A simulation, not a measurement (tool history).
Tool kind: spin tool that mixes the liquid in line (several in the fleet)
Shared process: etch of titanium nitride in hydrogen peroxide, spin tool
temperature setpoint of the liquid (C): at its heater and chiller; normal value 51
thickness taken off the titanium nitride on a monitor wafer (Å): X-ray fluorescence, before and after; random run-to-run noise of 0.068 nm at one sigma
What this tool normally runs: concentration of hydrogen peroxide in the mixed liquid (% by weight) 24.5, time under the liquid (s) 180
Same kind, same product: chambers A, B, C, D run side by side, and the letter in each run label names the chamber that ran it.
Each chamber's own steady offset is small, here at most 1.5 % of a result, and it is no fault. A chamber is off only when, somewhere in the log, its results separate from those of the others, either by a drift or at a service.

run   hour  temperature setpoint of the liquid (C)  concentration of hydrogen peroxide in the mixed liquid (% by weight)  time under the liquid (s)  hours since the thermometer was replaced  hours since the peroxide flow meter was replaced  hours since the heated supply line was repaired  hours since the drum of peroxide was connected  read-back film thickness of the titanium nitride reference wafer, read on the same gauge (nm)  thickness taken off the titanium nitride on a monitor wafer (Å)
 1A   10.8                                      51                                                                  24.5                        180                                     352.9                                             345.3                                             19.7                                           733.9                                                                                         59.994                                                           90.041
 2B   18.6                                      51                                                                  24.5                        180                                    1282.4                                                70                                           3560.1                                           568.8                                                                                         59.985                                                           92.005
 3C   25.7                                      51                                                                  24.5                        180                                    1079.4                                            1092.2                                            365.7                                           430.1                                                                                         60.004                                                           90.976
 4D   36.6                                      51                                                                  24.5                        180                                    1616.2                                             269.2                                            931.8                                           664.1                                                                                         60.006                                                           92.121
 5D   48.8                                      51                                                                    28                        180                                    1628.4                                             281.4                                              944                                           676.3                                                                                         60.002                                                           94.068
 6C   63.2                                      51                                                                    28                        180                                    1116.9                                            1129.7                                            403.2                                           467.6                                                                                         60.036                                                           94.742
      70.6  -- chamber B: new drum of peroxide connected
 7B   76.3                                      51                                                                    28                        180                                    1340.1                                             127.7                                           3617.8                                             5.7                                                                                         59.993                                                           93.429
      82.3  -- chamber C: peroxide flow meter replaced
 8A   88.3                                      51                                                                    28                        180                                     430.4                                             422.8                                             97.2                                           811.4                                                                                         59.997                                                            93.24
 9C   97.6                                      51                                                                  24.5                        180                                    1151.3                                              15.4                                            437.6                                             502                                                                                         59.977                                                            91.19
10A  108.9                                      51                                                                  24.5                        265                                       451                                             443.4                                            117.8                                             832                                                                                         59.989                                                           134.63
11B  118.8                                      51                                                                  24.5                        265                                    1382.6                                             170.2                                           3660.3                                            48.2                                                                                         59.997                                                           135.16
12D  130.9                                      51                                                                  24.5                        265                                    1710.5                                             363.5                                           1026.1                                           758.4                                                                                         60.011                                                           135.88
     140.1  -- chamber D: new drum of peroxide connected
13C  143.1                                      51                                                                  24.5                        265                                    1196.8                                              60.9                                            483.1                                           547.5                                                                                          60.02                                                           134.64
14B  157.4                                      51                                                                  24.5                        180                                    1421.2                                             208.8                                           3698.9                                            86.8                                                                                         59.989                                                           91.594
15D  166.2                                      51                                                                  24.5                        180                                    1745.8                                             398.8                                           1061.4                                            26.1                                                                                         60.011                                                           90.436
16A  179.1                                      51                                                                  24.5                        180                                     521.2                                             513.6                                              188                                           902.2                                                                                         59.984                                                           89.767
17A  190.7                                      51                                                                  24.5                        180                                     532.8                                             525.2                                            199.6                                           913.8                                                                                         60.014                                                           91.465
18D  197.9                                      51                                                                  24.5                        180                                    1777.5                                             430.5                                           1093.1                                            57.8                                                                                         60.005                                                           90.838
19C  211.2                                      51                                                                  24.5                        180                                    1264.9                                               129                                            551.2                                           615.6                                                                                         60.021                                                           91.771
     223.4  -- chamber C: new drum of peroxide connected
20B  225.8                                      51                                                                  24.5                        180                                    1489.6                                             277.2                                           3767.3                                           155.2                                                                                         60.009                                                           90.959
21D  234.8                                      51                                                                  24.5                        180                                    1814.4                                             467.4                                             1130                                            94.7                                                                                         59.988                                                           91.257
22A  247.3                                      51                                                                  24.5                        180                                     589.4                                             581.8                                            256.2                                           970.4                                                                                         60.008                                                           91.277
     249.6  -- chamber A: new drum of peroxide connected
23B  254.9                                      51                                                                  24.5                        180                                    1518.7                                             306.3                                           3796.4                                           184.3                                                                                         59.996                                                            91.99
     263.4  -- chamber B: heated supply line repaired
24C  266.3                                      51                                                                  24.5                        180                                      1320                                             184.1                                            606.3                                              43                                                                                         59.999                                                           90.563
25D    273                                      51                                                                  24.5                        180                                    1852.6                                             505.6                                           1168.2                                           132.9                                                                                         60.008                                                           88.987
26B  280.4                                      51                                                                  24.5                        180                                    1544.2                                             331.8                                               17                                           209.8                                                                                         59.985                                                           92.316
27A  294.7                                      51                                                                  24.5                        180                                     636.8                                             629.2                                            303.6                                            45.1                                                                                         60.011                                                           90.482
28C  301.8                                      51                                                                  24.5                        180                                    1355.5                                             219.6                                            641.8                                            78.5                                                                                         60.017                                                           89.903
29D  311.7                                      51                                                                  24.5                        180                                    1891.3                                             544.3                                           1206.9                                           171.6                                                                                         60.001                                                           88.564
     318.5  -- chamber B: peroxide flow meter replaced
30C  324.6                                      51                                                                    20                        180                                    1378.3                                             242.4                                            664.6                                           101.3                                                                                         60.015                                                           87.493
31A  332.3                                      51                                                                    20                        180                                     674.4                                             666.8                                            341.2                                            82.7                                                                                         60.006                                                           86.774
32B  340.9                                      51                                                                    20                        180                                    1604.7                                              22.5                                             77.5                                           270.3                                                                                         60.021                                                           88.186
33B  351.6                                      51                                                                    20                        180                                    1615.4                                              33.2                                             88.2                                             281                                                                                         59.998                                                           88.779
34D  365.4                                      51                                                                  24.5                        180                                      1945                                               598                                           1260.6                                           225.3                                                                                         60.011                                                           88.248
35A  374.8                                      51                                                                  24.5                        180                                     716.9                                             709.3                                            383.7                                           125.2                                                                                         60.022                                                           90.691
36C  383.3                                      51                                                                  24.5                        180                                      1437                                             301.1                                            723.3                                             160                                                                                         60.015                                                           91.461
     391.1  -- chamber C: heated supply line repaired
37C    393                                      51                                                                  24.5                        180                                    1446.7                                             310.8                                              1.9                                           169.7                                                                                         59.987                                                           92.547
38B  407.5                                      51                                                                  24.5                        180                                    1671.3                                              89.1                                            144.1                                           336.9                                                                                         60.019                                                           91.949
39D  419.1                                      51                                                                  24.5                        180                                    1998.7                                             651.7                                           1314.3                                             279                                                                                         59.997                                                           87.342
40A    429                                      51                                                                  24.5                        180                                     771.1                                             763.5                                            437.9                                           179.4                                                                                         59.993                                                           90.305
41C  441.7                                      51                                                                  24.5                        180                                    1495.4                                             359.5                                             50.6                                           218.4                                                                                         60.001                                                           91.716
42B  451.6                                      51                                                                  24.5                        180                                    1715.4                                             133.2                                            188.2                                             381                                                                                         60.004                                                           92.684
43A  459.8                                      51                                                                  24.5                        180                                     801.9                                             794.3                                            468.7                                           210.2                                                                                         59.997                                                           90.769
44D  466.8                                      51                                                                  24.5                        180                                    2046.4                                             699.4                                             1362                                           326.7                                                                                         59.995                                                           85.731

Is one chamber out of step, is the gauge drifting, or do the chambers differ by no more than their own small offsets? For an off chamber, give its letter and the likeliest cause.

One chamber, D, drifts off from the rest bit by bit.
Most likely cause: liquid colder than its thermometer reads (K) = 0.967.
From this log alone, it may not be told apart from: temperature lost on the way to the wafer (K).

Which of the 4 candidates below, each the usual settings with something changed and its results left as question marks, puts chamber D back in line with what the other chambers give on the usual settings?
In line means no further than this from the other chambers' mean on the usual settings: thickness taken off the titanium nitride on a monitor wafer (Å) 2.4
45D-1  477.7                                      51                                                                    26                        180                                                                                                                                                                                                                                                                                                                                                            ?
45D-2  477.7                                      51                                                                  24.5                        190                                                                                                                                                                                                                                                                                                                                                            ?
45D-3  477.7                                      51                                                                  24.5                        170                                                                                                                                                                                                                                                                                                                                                            ?
45D-4  477.7                                      51                                                                    23                        180                                                                                                                                                                                                                                                                                                                                                            ?

Mean of the other chambers on the usual settings: thickness taken off the titanium nitride on a monitor wafer (Å) 91.644
  run  thickness taken off the titanium nitride on a monitor wafer (Å)
45D-1                                                           87.868
45D-2                                                            91.56
45D-3                                                           81.922
45D-4                                                           85.565
Change 45D-2 lands the chamber within the allowed miss of the other chambers.

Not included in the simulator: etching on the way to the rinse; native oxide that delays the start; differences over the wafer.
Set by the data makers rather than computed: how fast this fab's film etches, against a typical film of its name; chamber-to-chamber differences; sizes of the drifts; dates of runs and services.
